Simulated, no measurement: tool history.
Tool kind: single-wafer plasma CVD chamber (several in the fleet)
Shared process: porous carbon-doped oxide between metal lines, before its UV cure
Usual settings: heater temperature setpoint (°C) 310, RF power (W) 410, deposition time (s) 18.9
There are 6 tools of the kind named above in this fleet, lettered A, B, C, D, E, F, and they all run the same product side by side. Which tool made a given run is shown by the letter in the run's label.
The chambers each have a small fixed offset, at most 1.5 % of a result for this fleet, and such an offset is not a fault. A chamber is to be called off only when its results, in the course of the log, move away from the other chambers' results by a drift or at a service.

run,hour,heater temperature setpoint (°C),RF power (W),deposition time (s),hours since the last thermocouple change,hours since the last RF generator calibration,"read-back reference wafer on the same gauge, thickness_nm",mean film thickness on the monitor wafer (Å)
1F,7.3,310,410,18.9,752.4,187.2,81.104,842.87
2B,16.5,310,410,18.9,320.2,332.8,81.125,851.82
3C,21.8,310,410,18.9,559.0,923.1,81.089,840.73
4A,28.6,310,410,18.9,924.3,942.8,81.144,839.58
5D,34.8,296,360,18.9,1394.1,178.1,81.074,829.09
6E,44.0,296,360,18.9,132.4,257.3,81.105,822.26
7B,50.8,296,360,18.9,354.5,367.1,81.036,826.71
8C,60.2,296,360,18.9,597.4,961.5,81.134,820.67
# hour 62.4: chamber C: RF generator calibrated
9E,68.2,296,360,18.9,156.6,281.5,81.116,824.08
10D,75.9,296,360,18.9,1435.2,219.2,81.082,828.87
11F,81.8,310,410,18.9,826.9,261.7,81.092,845.82
12A,87.1,310,410,18.9,982.8,1001.3,81.130,841.93
13C,92.3,310,410,18.9,629.5,29.9,81.081,838.48
14E,98.4,310,410,18.9,186.8,311.7,81.124,848.55
15B,105.7,310,410,18.9,409.4,422.0,81.119,847.32
16A,113.4,310,375,18.9,1009.1,1027.6,81.109,785.66
17F,117.7,310,375,18.9,862.8,297.6,81.069,787.98
18D,126.6,310,375,18.9,1485.9,269.9,81.124,796.73
19D,132.6,310,375,18.9,1491.9,275.9,81.090,795.32
20A,140.1,310,375,18.9,1035.8,1054.3,81.120,783.87
21C,148.2,310,375,18.9,685.4,85.8,81.099,780.45
22E,156.5,310,410,18.9,244.9,369.8,81.072,851.51
23F,162.7,310,410,18.9,907.8,342.6,81.143,843.95
24B,169.0,310,410,18.9,472.7,485.3,81.088,840.39
25D,175.6,310,410,18.9,1534.9,318.9,81.112,848.61
26F,182.5,310,410,18.9,927.6,362.4,81.066,845.36
27E,188.2,310,410,18.9,276.6,401.5,81.113,849.59
28C,195.5,319,450,18.9,732.7,133.1,81.086,858.63
29B,200.6,319,450,18.9,504.3,516.9,81.057,858.00
30A,209.9,319,450,18.9,1105.6,1124.1,81.078,864.40
31D,216.7,319,450,18.9,1576.0,360.0,81.129,870.81
32B,222.4,319,450,18.9,526.1,538.7,81.096,858.35
33A,227.1,319,450,18.9,1122.8,1141.3,81.143,866.98
34C,236.0,310,410,18.9,773.2,173.6,81.107,836.70
35F,242.5,316,465,18.9,987.6,422.4,81.095,898.77
36E,248.8,316,465,18.9,337.2,462.1,81.067,906.69
37B,254.2,316,465,18.9,557.9,570.5,81.045,890.11

Is one chamber out of step, is the gauge drifting, or do the chambers differ by no more than their own small offsets? For an off chamber, give its letter and the likeliest cause.

It is chamber B that slowly wanders off from its peers.
Most likely cause: delivered RF power below the setpoint (%) = 2.92.
It could be hard to tell apart here from: wafer temperature above the value expected at the setpoint (K).

Below are 4 candidate recipes for chamber B's next run, each the usual settings with a change, their results shown as question marks. Which of them brings B's results back in line with what the other chambers give on the usual settings?
A result is in line if it is within this distance of the other chambers' mean on the usual settings: mean film thickness on the monitor wafer (Å) 6.80
38B-1,261.0,311,405,18.6,,,,?
38B-2,261.0,310,415,19.1,,,,?
38B-3,261.0,304,410,18.9,,,,?
38B-4,261.0,310,405,18.7,,,,?

On the usual settings, the other chambers give on average: mean film thickness on the monitor wafer (Å) 844.53
run,mean film thickness on the monitor wafer (Å)
38B-1,806.84
38B-2,848.02
38B-3,859.34
38B-4,815.30
38B-2 is the one that brings the chamber's results back in line with the other chambers.
